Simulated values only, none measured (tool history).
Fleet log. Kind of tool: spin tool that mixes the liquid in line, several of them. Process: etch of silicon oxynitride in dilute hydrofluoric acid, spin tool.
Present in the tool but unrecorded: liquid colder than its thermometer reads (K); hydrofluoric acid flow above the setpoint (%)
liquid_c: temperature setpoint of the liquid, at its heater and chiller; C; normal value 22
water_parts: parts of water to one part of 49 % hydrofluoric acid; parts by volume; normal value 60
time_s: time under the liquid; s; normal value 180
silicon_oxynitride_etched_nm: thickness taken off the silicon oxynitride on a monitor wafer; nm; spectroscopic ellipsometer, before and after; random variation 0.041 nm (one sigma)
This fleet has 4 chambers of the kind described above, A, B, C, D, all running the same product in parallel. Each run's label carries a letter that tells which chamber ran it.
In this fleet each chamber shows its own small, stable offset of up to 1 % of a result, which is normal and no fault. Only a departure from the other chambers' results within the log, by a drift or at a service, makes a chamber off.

run	hour	liquid_c	water_parts	time_s	hours since the thermometer was replaced	hours since the hydrofluoric acid flow meter was replaced	read-back film thickness of the silicon oxynitride reference wafer, read on the same gauge (nm)	silicon_oxynitride_etched_nm
1D	6.1	22	60	180	100.9	433.1	50.034	4.9189
2C	12.4	22	60	180	39.2	1693.5	49.996	4.9219
3A	16.0	22	60	180	1314.8	399.1	50.019	4.9139
4B	19.8	22	60	180	497.4	91.5	49.993	4.9406
5A	25.9	22	60	180	1324.7	409.0	49.979	4.9141
6B	29.2	22	60	180	506.8	100.9	49.985	4.9717
7D	32.9	22	60	280	127.7	459.9	50.010	7.7144
8C	39.1	22	60	280	65.9	1720.2	49.995	7.7217
9B	42.3	22	60	280	519.9	114.0	50.012	7.7788
10C	48.2	22	60	280	75.0	1729.3	49.985	7.6715
11A	54.0	22	60	180	1352.8	437.1	50.027	4.9420
12D	59.8	22	60	180	154.6	486.8	49.972	5.0083
13C	62.5	22	60	180	89.3	1743.6	49.995	4.9395
14D	68.4	25	85	180	163.2	495.4	49.977	3.9444
15B	73.6	25	85	180	551.2	145.3	50.015	3.9488
16A	76.5	25	85	180	1375.3	459.6	49.985	3.9640
17D	81.4	25	85	180	176.2	508.4	50.002	3.9719
18A	85.8	22	60	180	1384.6	468.9	50.015	5.0615
19B	90.3	22	60	180	567.9	162.0	50.005	4.8929
20C	93.9	22	60	180	120.7	1775.0	49.991	4.9569
21D	99.6	22	60	180	194.4	526.6	49.989	4.9475
22A	105.0	22	60	180	1403.8	488.1	49.977	5.1677
23C	108.8	22	60	180	135.6	1789.9	49.972	4.9148
24B	114.6	22	60	180	592.2	186.3	49.980	4.9029
25A	119.5	22	60	180	1418.3	502.6	49.979	5.1490
26D	123.4	22	60	180	218.2	550.4	50.024	4.9676
27C	129.4	22	60	180	156.2	1810.5	49.982	4.8951
28B	135.1	22	75	235	612.7	206.8	49.997	5.0011
29B	138.7	22	75	235	616.3	210.4	50.028	5.0660
30A	141.7	22	75	235	1440.5	524.8	50.022	5.4177
31C	144.5	22	75	235	171.3	1825.6	49.999	5.1631
32D	150.1	22	60	90	244.9	577.1	50.017	2.4983
33D	154.3	22	60	90	249.1	581.3	50.002	2.5089
34C	160.4	22	60	90	187.2	1841.5	50.030	2.4737
35B	163.2	22	60	90	640.8	234.9	50.067	2.4472
36A	169.3	22	60	105	1468.1	552.4	49.961	3.1091
37D	174.6	22	60	105	269.4	601.6	50.015	2.9047
38B	179.4	22	60	105	657.0	251.1	50.006	2.8576
39C	183.9	22	60	105	210.7	1865.0	49.990	2.8349
40A	187.0	22	60	180	1485.8	570.1	50.004	5.2838
41B	190.5	22	60	180	668.1	262.2	49.996	4.9109
42C	196.3	22	60	180	223.1	1877.4	49.988	4.8157
43A	199.7	22	60	180	1498.5	582.8	49.997	5.4290
44D	205.9	22	60	180	300.7	632.9	49.968	4.9746

Is one chamber off against the others, does the gauge drift, or is nothing wrong? If a chamber is off, say which, and what the likeliest cause is.

One chamber, A, drifts off from the rest bit by bit.
What lies behind it: hydrofluoric acid flow above the setpoint (%) = 10.5.
The log might look much the same if the cause were instead: liquid hotter than its thermometer reads (K).

Below are 4 candidate recipes for chamber A's next run, each the usual settings with a change, their results shown as question marks. Which of them brings A's results back in line with what the other chambers give on the usual settings?
In line here means within this much of the mean the other chambers give on the usual settings: silicon_oxynitride_etched_nm 0.1400 nm
45A-1	210.4	21.0	70	180				?
45A-2	210.4	21.5	60	165				?
45A-3	210.4	22.0	60	200				?
45A-4	210.4	22.5	50	180				?

Mean of the other chambers on the usual settings: silicon_oxynitride_etched_nm 4.9238 nm
run	silicon_oxynitride_etched_nm
45A-1	4.4254
45A-2	4.8775
45A-3	6.0603
45A-4	6.7447
45A-2 puts the chamber back in line with the other chambers.
